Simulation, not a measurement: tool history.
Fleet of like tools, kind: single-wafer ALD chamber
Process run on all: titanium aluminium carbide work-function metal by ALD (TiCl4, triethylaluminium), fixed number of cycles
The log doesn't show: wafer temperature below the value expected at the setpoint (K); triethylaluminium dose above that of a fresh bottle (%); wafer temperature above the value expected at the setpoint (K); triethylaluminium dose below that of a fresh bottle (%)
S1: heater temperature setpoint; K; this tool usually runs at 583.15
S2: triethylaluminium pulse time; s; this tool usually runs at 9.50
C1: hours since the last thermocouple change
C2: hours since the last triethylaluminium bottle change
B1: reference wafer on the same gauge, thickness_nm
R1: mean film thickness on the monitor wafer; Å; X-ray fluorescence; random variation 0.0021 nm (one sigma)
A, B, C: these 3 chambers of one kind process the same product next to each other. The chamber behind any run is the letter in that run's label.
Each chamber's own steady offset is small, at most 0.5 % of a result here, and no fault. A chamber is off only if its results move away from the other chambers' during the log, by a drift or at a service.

run 1A hour=11.8 | S1=583.15 S2=9.50 | C1=1643.7 C2=430.5 | B1=2.1097 | R1=20.827
run 2C hour=21.5 | S1=583.15 S2=9.50 | C1=1900.5 C2=426.0 | B1=2.1103 | R1=20.769
run 3B hour=33.3 | S1=583.15 S2=9.50 | C1=896.5 C2=131.4 | B1=2.1109 | R1=20.843
run 4C hour=43.7 | S1=583.15 S2=9.50 | C1=1922.7 C2=448.2 | B1=2.1111 | R1=20.808
run 5A hour=55.2 | S1=583.15 S2=9.50 | C1=1687.1 C2=473.9 | B1=2.1109 | R1=20.841
run 6B hour=65.5 | S1=583.15 S2=9.50 | C1=928.7 C2=163.6 | B1=2.1121 | R1=20.810
run 7A hour=78.3 | S1=577.15 S2=9.50 | C1=1710.2 C2=497.0 | B1=2.1120 | R1=20.314
run 8B hour=88.1 | S1=577.15 S2=9.50 | C1=951.3 C2=186.2 | B1=2.1113 | R1=20.326
run 9C hour=98.9 | S1=577.15 S2=9.50 | C1=1977.9 C2=503.4 | B1=2.1117 | R1=20.284
run 10C hour=109.9 | S1=583.15 S2=9.50 | C1=1988.9 C2=514.4 | B1=2.1125 | R1=20.780
run 11A hour=116.3 | S1=583.15 S2=9.50 | C1=1748.2 C2=535.0 | B1=2.1119 | R1=20.818
run 12B hour=122.2 | S1=583.15 S2=9.50 | C1=985.4 C2=220.3 | B1=2.1123 | R1=20.826
run 13B hour=130.3 | S1=583.15 S2=9.50 | C1=993.5 C2=228.4 | B1=2.1126 | R1=20.836
run 14A hour=140.0 | S1=583.15 S2=9.50 | C1=1771.9 C2=558.7 | B1=2.1127 | R1=20.887
run 15C hour=152.1 | S1=583.15 S2=9.50 | C1=2031.1 C2=556.6 | B1=2.1133 | R1=20.809
run 16A hour=160.8 | S1=583.15 S2=9.50 | C1=1792.7 C2=579.5 | B1=2.1131 | R1=20.861
run 17C hour=172.3 | S1=583.15 S2=9.50 | C1=2051.3 C2=576.8 | B1=2.1135 | R1=20.823
run 18B hour=179.8 | S1=583.15 S2=9.50 | C1=1043.0 C2=277.9 | B1=2.1140 | R1=20.880
-- hour=184.7 chamber C: triethylaluminium bottle replaced
run 19A hour=189.9 | S1=583.15 S2=9.50 | C1=1821.8 C2=608.6 | B1=2.1143 | R1=20.847
run 20C hour=202.4 | S1=583.15 S2=9.50 | C1=2081.4 C2=17.8 | B1=2.1148 | R1=20.798
run 21B hour=214.2 | S1=583.15 S2=9.50 | C1=1077.4 C2=312.3 | B1=2.1150 | R1=20.890
run 22B hour=227.5 | S1=583.15 S2=9.50 | C1=1090.7 C2=325.6 | B1=2.1153 | R1=20.907
run 23C hour=233.4 | S1=583.15 S2=12.12 | C1=2112.4 C2=48.8 | B1=2.1154 | R1=21.331
run 24A hour=243.6 | S1=583.15 S2=12.12 | C1=1875.5 C2=662.3 | B1=2.1151 | R1=21.333
run 25B hour=253.2 | S1=583.15 S2=12.12 | C1=1116.4 C2=351.3 | B1=2.1151 | R1=21.363
run 26A hour=266.3 | S1=583.15 S2=9.50 | C1=1898.2 C2=685.0 | B1=2.1153 | R1=20.838
run 27C hour=277.8 | S1=583.15 S2=9.50 | C1=2156.8 C2=93.2 | B1=2.1162 | R1=20.818
run 28C hour=290.1 | S1=583.15 S2=9.50 | C1=2169.1 C2=105.5 | B1=2.1159 | R1=20.847
run 29A hour=299.9 | S1=592.15 S2=9.50 | C1=1931.8 C2=718.6 | B1=2.1169 | R1=21.659
run 30B hour=306.5 | S1=592.15 S2=9.50 | C1=1169.7 C2=404.6 | B1=2.1166 | R1=21.683
run 31C hour=316.8 | S1=592.15 S2=9.50 | C1=2195.8 C2=132.2 | B1=2.1171 | R1=21.607
run 32B hour=323.6 | S1=583.15 S2=9.50 | C1=1186.8 C2=421.7 | B1=2.1176 | R1=20.893
run 33A hour=330.9 | S1=583.15 S2=9.50 | C1=1962.8 C2=749.6 | B1=2.1173 | R1=20.884
run 34B hour=342.5 | S1=576.15 S2=10.97 | C1=1205.7 C2=440.6 | B1=2.1174 | R1=20.598
run 35C hour=352.0 | S1=576.15 S2=10.97 | C1=2231.0 C2=167.4 | B1=2.1175 | R1=20.553
run 36A hour=360.6 | S1=576.15 S2=10.97 | C1=1992.5 C2=779.3 | B1=2.1177 | R1=20.580
run 37A hour=371.6 | S1=583.15 S2=9.50 | C1=2003.5 C2=790.3 | B1=2.1185 | R1=20.902
run 38C hour=378.3 | S1=583.15 S2=9.50 | C1=2257.3 C2=193.7 | B1=2.1185 | R1=20.848
run 39B hour=389.5 | S1=583.15 S2=9.50 | C1=1252.7 C2=487.6 | B1=2.1183 | R1=20.926
run 40C hour=397.7 | S1=597.15 S2=9.50 | C1=2276.7 C2=213.1 | B1=2.1184 | R1=22.057

Each of the 3 chambers runs these same settings next. Fill in every chamber's results:
run 41A hour=407.3 | S1=583.15 S2=9.50 | R1=?
run 41B hour=407.3 | S1=583.15 S2=9.50 | R1=?
run 41C hour=407.3 | S1=583.15 S2=9.50 | R1=?

run=41A R1=20.891
run=41B R1=20.924
run=41C R1=20.843

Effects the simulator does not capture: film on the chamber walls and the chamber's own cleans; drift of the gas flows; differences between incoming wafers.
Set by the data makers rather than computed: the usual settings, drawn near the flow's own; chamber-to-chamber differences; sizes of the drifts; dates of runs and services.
